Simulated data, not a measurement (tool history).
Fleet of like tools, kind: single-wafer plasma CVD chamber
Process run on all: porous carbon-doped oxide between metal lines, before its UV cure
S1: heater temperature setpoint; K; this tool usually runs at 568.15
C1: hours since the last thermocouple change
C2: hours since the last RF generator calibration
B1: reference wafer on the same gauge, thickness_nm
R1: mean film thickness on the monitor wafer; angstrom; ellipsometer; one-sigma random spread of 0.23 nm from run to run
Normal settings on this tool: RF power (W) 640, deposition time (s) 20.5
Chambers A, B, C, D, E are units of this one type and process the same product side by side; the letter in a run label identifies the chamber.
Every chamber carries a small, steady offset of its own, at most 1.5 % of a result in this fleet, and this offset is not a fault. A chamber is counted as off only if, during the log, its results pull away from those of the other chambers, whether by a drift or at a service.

Run 1B, day 0.5: usual settings; C1 2868.3; C2 57.2; B1 128.95. Result: R1 1352.8 angstrom.
Run 2E, day 1.108: usual settings; C1 1347.5; C2 1372.2; B1 128.95. Result: R1 1353.8 angstrom.
Run 3C, day 1.375: usual settings; C1 1190.7; C2 755; B1 128.91. Result: R1 1360.8 angstrom.
Run 4A, day 1.975: usual settings; C1 106.1; C2 1451.6; B1 128.86. Result: R1 1371.6 angstrom.
Run 5D, day 2.462: usual settings; C1 349; C2 341.5; B1 128.87. Result: R1 1345.9 angstrom.
Run 6E, day 2.867: usual settings but S1 557.15 K, deposition time (s) 21.8; C1 1389.7; C2 1414.4; B1 128.9. Result: R1 1540.4 angstrom.
Run 7A, day 3.258: usual settings but S1 557.15 K, deposition time (s) 21.8; C1 136.9; C2 1482.4; B1 128.79. Result: R1 1564.6 angstrom.
Run 8C, day 3.788: usual settings but S1 557.15 K, deposition time (s) 21.8; C1 1248.6; C2 812.9; B1 128.76. Result: R1 1535.5 angstrom.
Run 9D, day 4.062: usual settings but S1 557.15 K, deposition time (s) 21.8; C1 387.4; C2 379.9; B1 128.85. Result: R1 1524.6 angstrom.
Run 10B, day 4.608: usual settings but S1 557.15 K, deposition time (s) 21.8; C1 2966.9; C2 155.8; B1 128.76. Result: R1 1528.1 angstrom.
Run 11E, day 5.017: usual settings; C1 1441.3; C2 1466; B1 128.69. Result: R1 1354.3 angstrom.
Run 12D, day 5.442: usual settings; C1 420.5; C2 413; B1 128.69. Result: R1 1341.4 angstrom.
Run 13C, day 5.996: usual settings; C1 1301.6; C2 865.9; B1 128.66. Result: R1 1356.3 angstrom.
Run 14B, day 6.579: usual settings; C1 3014.2; C2 203.1; B1 128.66. Result: R1 1352.8 angstrom.
Run 15A, day 6.917: usual settings; C1 224.7; C2 1570.2; B1 128.65. Result: R1 1368.1 angstrom.
Run 16D, day 7.279: usual settings; C1 464.6; C2 457.1; B1 128.66. Result: R1 1341 angstrom.
Run 17C, day 7.721: usual settings; C1 1343; C2 907.3; B1 128.59. Result: R1 1357.4 angstrom.
Run 18B, day 8.092: usual settings; C1 3050.5; C2 239.4; B1 128.56. Result: R1 1348.5 angstrom.
Run 19A, day 8.458: usual settings; C1 261.7; C2 1607.2; B1 128.53. Result: R1 1374.6 angstrom.
Run 20E, day 8.912: usual settings but RF power (W) 590, deposition time (s) 18.8; C1 1534.8; C2 1559.5; B1 128.51. Result: R1 1180.7 angstrom.
Run 21C, day 9.462: usual settings but RF power (W) 590, deposition time (s) 18.8; C1 1384.8; C2 949.1; B1 128.5. Result: R1 1176.8 angstrom.
Run 22A, day 9.917: usual settings but RF power (W) 590, deposition time (s) 18.8; C1 296.7; C2 1642.2; B1 128.39. Result: R1 1195.8 angstrom.
Run 23B, day 10.288: usual settings but RF power (W) 590, deposition time (s) 18.8; C1 3103.2; C2 292.1; B1 128.4. Result: R1 1176.5 angstrom.
Run 24D, day 10.625: usual settings but RF power (W) 590, deposition time (s) 18.8; C1 544.9; C2 537.4; B1 128.37. Result: R1 1170.8 angstrom.
Run 25E, day 11.083: usual settings; C1 1586.9; C2 1611.6; B1 128.4. Result: R1 1349.7 angstrom.
Run 26C, day 11.679: usual settings but S1 559.15 K; C1 1438; C2 1002.3; B1 128.31. Result: R1 1430.7 angstrom.
Run 27E, day 12.117: usual settings but S1 559.15 K; C1 1611.7; C2 1636.4; B1 128.34. Result: R1 1429.1 angstrom.
Run 28D, day 12.692: usual settings but S1 559.15 K; C1 594.5; C2 587; B1 128.29. Result: R1 1418.8 angstrom.
At day 12.85: chamber B: thermocouple changed; heater temperature recalibrated.
Run 29B, day 13.233: usual settings but S1 559.15 K; C1 9.2; C2 362.8; B1 128.3. Result: R1 1422.5 angstrom.
At day 13.533: chamber C: RF generator calibrated.
Run 30A, day 13.658: usual settings but S1 559.15 K; C1 386.5; C2 1732; B1 128.25. Result: R1 1443.1 angstrom.
At day 13.721: chamber E: RF generator calibrated.
Run 31E, day 14.262: usual settings; C1 1663.2; C2 13.1; B1 128.2. Result: R1 1348.5 angstrom.
Run 32B, day 14.583: usual settings; C1 41.6; C2 395.2; B1 128.15. Result: R1 1346.7 angstrom.
Run 33C, day 15: usual settings; C1 1517.7; C2 35.3; B1 128.12. Result: R1 1351.8 angstrom.
Run 34A, day 15.529: usual settings; C1 431.4; C2 1776.9; B1 128.11. Result: R1 1360.2 angstrom.

Next, every chamber runs the same settings. What will each give?
Run 35A, day 15.962: usual settings. Result: R1 ?.
Run 35B, day 15.962: usual settings. Result: R1 ?.
Run 35C, day 15.962: usual settings. Result: R1 ?.
Run 35D, day 15.962: usual settings. Result: R1 ?.
Run 35E, day 15.962: usual settings. Result: R1 ?.

run      R1
35A  1364.8
35B  1347.9
35C  1353.4
35D  1334.8
35E  1348.5
